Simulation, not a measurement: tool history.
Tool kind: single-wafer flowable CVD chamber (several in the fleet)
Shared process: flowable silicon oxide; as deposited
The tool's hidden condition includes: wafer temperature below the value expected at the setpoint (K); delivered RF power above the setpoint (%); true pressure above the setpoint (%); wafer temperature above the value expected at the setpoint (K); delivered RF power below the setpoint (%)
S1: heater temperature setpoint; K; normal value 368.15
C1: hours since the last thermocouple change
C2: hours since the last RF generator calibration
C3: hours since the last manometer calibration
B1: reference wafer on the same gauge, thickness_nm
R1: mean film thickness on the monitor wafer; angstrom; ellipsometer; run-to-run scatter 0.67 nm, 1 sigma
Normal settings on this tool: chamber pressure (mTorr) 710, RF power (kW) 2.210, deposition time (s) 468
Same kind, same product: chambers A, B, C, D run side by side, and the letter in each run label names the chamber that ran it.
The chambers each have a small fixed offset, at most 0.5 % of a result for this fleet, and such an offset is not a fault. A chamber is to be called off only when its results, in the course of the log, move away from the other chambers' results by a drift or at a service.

Run 1D, day 0.362: usual settings; C1 327.9; C2 157.9; C3 47.6; B1 334.98. Result: R1 2924.2 angstrom.
Run 2C, day 0.667: usual settings; C1 907.3; C2 804.2; C3 2666.9; B1 334.95. Result: R1 2914.9 angstrom.
Run 3A, day 0.946: usual settings; C1 2305.1; C2 1007.0; C3 1138.5; B1 334.95. Result: R1 2930.2 angstrom.
Run 4B, day 1.212: usual settings; C1 163.7; C2 536.0; C3 64.5; B1 335.11. Result: R1 2939.3 angstrom.
Run 5C, day 1.475: usual settings; C1 926.7; C2 823.6; C3 2686.3; B1 334.91. Result: R1 2918.4 angstrom.
Run 6B, day 1.854: usual settings but S1 381.15 K, deposition time (s) 524; C1 179.1; C2 551.4; C3 79.9; B1 334.91. Result: R1 2140.2 angstrom.
Run 7A, day 2.267: usual settings but S1 381.15 K, deposition time (s) 524; C1 2336.8; C2 1038.7; C3 1170.2; B1 335.10. Result: R1 2147.9 angstrom.
Run 8D, day 2.538: usual settings but S1 381.15 K, deposition time (s) 524; C1 380.1; C2 210.1; C3 99.8; B1 335.09. Result: R1 2140.5 angstrom.
Run 9A, day 2.829: usual settings but S1 381.15 K, deposition time (s) 524; C1 2350.3; C2 1052.2; C3 1183.7; B1 334.84. Result: R1 2139.5 angstrom.
Run 10D, day 3.217: usual settings; C1 396.4; C2 226.4; C3 116.1; B1 335.09. Result: R1 2934.9 angstrom.
At day 3.425: chamber C: RF generator calibrated.
Run 11C, day 3.675: usual settings; C1 979.5; C2 6.0; C3 2739.1; B1 335.02. Result: R1 2909.8 angstrom.
At day 4.112: chamber A: thermocouple changed; heater temperature recalibrated.
Run 12B, day 4.158: usual settings; C1 234.4; C2 606.7; C3 135.2; B1 334.93. Result: R1 2930.5 angstrom.
Run 13B, day 4.592: usual settings; C1 244.8; C2 617.1; C3 145.6; B1 335.03. Result: R1 2934.2 angstrom.
Run 14A, day 4.912: usual settings; C1 19.3; C2 1102.2; C3 1233.7; B1 334.80. Result: R1 2980.1 angstrom.
Run 15C, day 5.379: usual settings; C1 1020.4; C2 46.9; C3 2780.0; B1 334.99. Result: R1 2911.6 angstrom.
Run 16D, day 5.796: usual settings but chamber pressure (mTorr) 571; C1 458.3; C2 288.3; C3 178.0; B1 335.06. Result: R1 2169.4 angstrom.
Run 17C, day 6.100: usual settings but chamber pressure (mTorr) 571; C1 1037.7; C2 64.2; C3 2797.3; B1 334.94. Result: R1 2157.4 angstrom.
Run 18B, day 6.567: usual settings but chamber pressure (mTorr) 571; C1 292.2; C2 664.5; C3 193.0; B1 334.89. Result: R1 2162.5 angstrom.
Run 19A, day 7.050: usual settings but chamber pressure (mTorr) 571; C1 70.6; C2 1153.5; C3 1285.0; B1 334.85. Result: R1 2204.1 angstrom.
Run 20D, day 7.538: usual settings; C1 500.1; C2 330.1; C3 219.8; B1 335.02. Result: R1 2930.9 angstrom.
Run 21A, day 7.779: usual settings; C1 88.1; C2 1171.0; C3 1302.5; B1 334.80. Result: R1 2993.6 angstrom.
Run 22B, day 8.067: usual settings; C1 328.2; C2 700.5; C3 229.0; B1 334.90. Result: R1 2933.0 angstrom.
Run 23C, day 8.283: usual settings but RF power (kW) 1.965, deposition time (s) 554; C1 1090.1; C2 116.6; C3 2849.7; B1 334.91. Result: R1 3365.6 angstrom.
Run 24D, day 8.758: usual settings but RF power (kW) 1.965, deposition time (s) 554; C1 529.4; C2 359.4; C3 249.1; B1 334.94. Result: R1 3394.6 angstrom.
Run 25C, day 9.196: usual settings but RF power (kW) 1.965, deposition time (s) 554; C1 1112.0; C2 138.5; C3 2871.6; B1 334.87. Result: R1 3365.5 angstrom.
Run 26D, day 9.671: usual settings but RF power (kW) 1.965, deposition time (s) 554; C1 551.3; C2 381.3; C3 271.0; B1 334.86. Result: R1 3399.4 angstrom.
Run 27B, day 9.888: usual settings; C1 371.9; C2 744.2; C3 272.7; B1 335.15. Result: R1 2921.7 angstrom.
Run 28A, day 10.379: usual settings; C1 150.5; C2 1233.4; C3 1364.9; B1 334.97. Result: R1 2997.1 angstrom.
Run 29C, day 10.654: usual settings; C1 1147.0; C2 173.5; C3 2906.6; B1 334.80. Result: R1 2900.4 angstrom.
At day 10.708: chamber C: capacitance manometer re-zeroed and calibrated.
Run 30B, day 11.100: usual settings; C1 401.0; C2 773.3; C3 301.8; B1 335.06. Result: R1 2927.0 angstrom.
Run 31D, day 11.512: usual settings but S1 373.15 K, RF power (kW) 2.520; C1 595.5; C2 425.5; C3 315.2; B1 334.99. Result: R1 2537.4 angstrom.
Run 32A, day 11.858: usual settings but S1 373.15 K, RF power (kW) 2.520; C1 186.0; C2 1268.9; C3 1400.4; B1 335.18. Result: R1 2590.5 angstrom.
Run 33C, day 12.312: usual settings but S1 373.15 K, RF power (kW) 2.520; C1 1186.8; C2 213.3; C3 38.5; B1 335.03. Result: R1 2514.0 angstrom.

The same settings go to every chamber for the next run, one line per chamber below. Forecast the results for each:
Run 34A, day 12.667: usual settings. Result: R1 ?.
Run 34B, day 12.667: usual settings. Result: R1 ?.
Run 34C, day 12.667: usual settings. Result: R1 ?.
Run 34D, day 12.667: usual settings. Result: R1 ?.

run      R1
34A  2988.0
34B  2928.2
34C  2920.3
34D  2936.1

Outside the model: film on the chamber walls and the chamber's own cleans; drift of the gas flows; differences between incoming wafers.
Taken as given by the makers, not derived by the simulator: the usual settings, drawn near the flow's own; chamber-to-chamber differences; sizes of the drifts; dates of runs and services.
